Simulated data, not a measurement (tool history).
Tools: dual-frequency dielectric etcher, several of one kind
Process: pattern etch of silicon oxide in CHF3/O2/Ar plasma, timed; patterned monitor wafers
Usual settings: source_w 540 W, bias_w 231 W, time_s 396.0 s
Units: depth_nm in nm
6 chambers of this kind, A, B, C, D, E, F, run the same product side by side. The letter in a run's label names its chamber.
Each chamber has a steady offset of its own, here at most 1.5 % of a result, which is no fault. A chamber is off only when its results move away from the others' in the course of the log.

run	day	source_w	bias_w	time_s	read-back reference wafer on the same gauge, depth_nm	depth_nm
1A	0.317	540	231	396.0	671.12	822.72
2E	0.617	540	231	396.0	671.47	830.41
3B	1.150	540	231	396.0	671.20	825.34
4C	1.433	540	231	396.0	671.34	827.10
5F	1.762	540	231	396.0	671.58	820.09
6D	2.025	540	231	396.0	671.39	814.14
# day 2.367: chamber D: wet clean of the chamber
7E	2.546	540	231	396.0	671.76	833.19
8F	2.946	540	231	396.0	671.58	820.23
9D	3.333	540	231	396.0	671.80	815.27
10A	3.662	540	231	396.0	671.72	824.74
# day 3.829: chamber F: wet clean of the chamber
11C	3.975	600	231	359.0	672.06	780.35
12B	4.221	600	231	359.0	672.03	780.29
13B	4.621	600	231	359.0	672.13	779.02
14E	5.125	600	231	359.0	672.21	786.07
15A	5.467	600	231	359.0	672.30	774.86
16C	5.942	600	231	359.0	672.35	780.66
17D	6.458	540	231	396.0	672.67	816.15
18F	6.896	540	231	445.5	672.70	928.34
19B	7.383	540	231	445.5	672.89	931.47
# day 7.525: chamber E: wet clean of the chamber
20E	7.883	540	231	445.5	672.96	938.98
# day 8.104: chamber F: source power generator calibrated
21A	8.371	540	231	445.5	673.11	928.64
22F	8.662	540	231	445.5	673.00	923.58
23C	9.021	540	231	445.5	673.48	930.99
24D	9.546	540	231	396.0	673.21	817.89
25C	10.071	540	231	396.0	673.96	828.38
# day 10.279: chamber A: bias power generator calibrated
26F	10.438	540	231	396.0	673.69	825.34
27D	10.900	540	231	396.0	673.75	819.78
28E	11.329	540	231	396.0	673.91	833.79
29B	11.583	540	231	396.0	674.00	832.86
# day 11.892: chamber A: wet clean of the chamber
30A	12.042	540	231	396.0	674.07	827.08
31E	12.467	540	231	396.0	674.12	834.16
32F	12.775	540	231	396.0	674.01	824.18
33A	13.229	670	201	396.0	674.25	851.98
34B	13.604	670	201	396.0	674.67	855.47
35C	14.146	670	201	396.0	674.56	857.55
36D	14.588	670	201	396.0	674.72	844.51
37D	15.062	670	201	396.0	675.01	844.34

All 6 chambers run these settings next. Forecast each chamber's results:
38A	15.454	540	231	396.0		?
38B	15.454	540	231	396.0		?
38C	15.454	540	231	396.0		?
38D	15.454	540	231	396.0		?
38E	15.454	540	231	396.0		?
38F	15.454	540	231	396.0		?

run	depth_nm
38A	827.28
38B	833.42
38C	829.07
38D	819.60
38E	835.78
38F	822.68
